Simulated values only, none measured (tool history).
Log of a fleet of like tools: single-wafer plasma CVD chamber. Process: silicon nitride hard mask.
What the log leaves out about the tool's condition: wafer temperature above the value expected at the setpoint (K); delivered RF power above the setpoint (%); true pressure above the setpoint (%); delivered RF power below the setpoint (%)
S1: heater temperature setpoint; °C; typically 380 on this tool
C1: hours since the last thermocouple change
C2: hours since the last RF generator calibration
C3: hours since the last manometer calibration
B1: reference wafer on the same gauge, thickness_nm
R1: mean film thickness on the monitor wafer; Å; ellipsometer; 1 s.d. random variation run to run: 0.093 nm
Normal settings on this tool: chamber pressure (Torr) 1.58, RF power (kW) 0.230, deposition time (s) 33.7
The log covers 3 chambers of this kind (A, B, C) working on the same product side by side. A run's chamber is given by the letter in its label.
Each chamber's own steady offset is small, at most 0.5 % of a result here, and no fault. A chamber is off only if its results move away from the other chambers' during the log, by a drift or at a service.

Run 1B, hour 9.9: usual settings; C1 843.9; C2 358.3; C3 80.4; B1 36.399. Result: R1 323.87 Å.
Run 2C, hour 21.4: usual settings; C1 502.5; C2 1105.6; C3 1926.7; B1 36.423. Result: R1 326.59 Å.
Run 3A, hour 30.4: usual settings; C1 82.1; C2 423.2; C3 130.0; B1 36.383. Result: R1 323.70 Å.
Run 4C, hour 37.1: usual settings; C1 518.2; C2 1121.3; C3 1942.4; B1 36.399. Result: R1 325.25 Å.
Run 5B, hour 44.4: usual settings; C1 878.4; C2 392.8; C3 114.9; B1 36.425. Result: R1 325.42 Å.
Run 6A, hour 55.7: usual settings but chamber pressure (Torr) 1.76; C1 107.4; C2 448.5; C3 155.3; B1 36.424. Result: R1 335.16 Å.
Run 7A, hour 67.6: usual settings but chamber pressure (Torr) 1.76; C1 119.3; C2 460.4; C3 167.2; B1 36.397. Result: R1 335.59 Å.
Run 8B, hour 78.8: usual settings but chamber pressure (Torr) 1.76; C1 912.8; C2 427.2; C3 149.3; B1 36.390. Result: R1 333.79 Å.
At hour 88.3: chamber C: capacitance manometer re-zeroed and calibrated.
Run 9C, hour 89.5: usual settings; C1 570.6; C2 1173.7; C3 1.3; B1 36.393. Result: R1 324.60 Å.
Run 10C, hour 102.0: usual settings; C1 583.1; C2 1186.2; C3 13.8; B1 36.393. Result: R1 326.32 Å.
Run 11B, hour 109.7: usual settings; C1 943.7; C2 458.1; C3 180.2; B1 36.396. Result: R1 324.44 Å.
Run 12A, hour 121.6: usual settings but S1 366 °C; C1 173.3; C2 514.4; C3 221.2; B1 36.414. Result: R1 325.74 Å.
Run 13B, hour 129.5: usual settings but S1 366 °C; C1 963.5; C2 477.9; C3 200.0; B1 36.419. Result: R1 325.32 Å.
Run 14A, hour 136.3: usual settings but S1 366 °C; C1 188.0; C2 529.1; C3 235.9; B1 36.399. Result: R1 325.65 Å.
Run 15C, hour 148.2: usual settings; C1 629.3; C2 1232.4; C3 60.0; B1 36.414. Result: R1 321.78 Å.
Run 16B, hour 157.0: usual settings; C1 991.0; C2 505.4; C3 227.5; B1 36.397. Result: R1 324.78 Å.
Run 17A, hour 170.9: usual settings; C1 222.6; C2 563.7; C3 270.5; B1 36.393. Result: R1 325.14 Å.
Run 18C, hour 178.3: usual settings; C1 659.4; C2 1262.5; C3 90.1; B1 36.381. Result: R1 320.98 Å.
Run 19A, hour 190.9: usual settings; C1 242.6; C2 583.7; C3 290.5; B1 36.418. Result: R1 324.28 Å.
Run 20C, hour 199.0: usual settings; C1 680.1; C2 1283.2; C3 110.8; B1 36.376. Result: R1 318.93 Å.
Run 21B, hour 205.8: usual settings; C1 1039.8; C2 554.2; C3 276.3; B1 36.411. Result: R1 322.98 Å.
Run 22C, hour 215.5: usual settings; C1 696.6; C2 1299.7; C3 127.3; B1 36.391. Result: R1 317.46 Å.
Run 23A, hour 222.4: usual settings; C1 274.1; C2 615.2; C3 322.0; B1 36.392. Result: R1 325.50 Å.

Predict what each chamber gives when all 3 of them run the settings below next.
Run 24A, hour 233.2: usual settings but S1 393 °C. Result: R1 ?.
Run 24B, hour 233.2: usual settings but S1 393 °C. Result: R1 ?.
Run 24C, hour 233.2: usual settings but S1 393 °C. Result: R1 ?.

run      R1
24A  324.40
24B  322.11
24C  314.47

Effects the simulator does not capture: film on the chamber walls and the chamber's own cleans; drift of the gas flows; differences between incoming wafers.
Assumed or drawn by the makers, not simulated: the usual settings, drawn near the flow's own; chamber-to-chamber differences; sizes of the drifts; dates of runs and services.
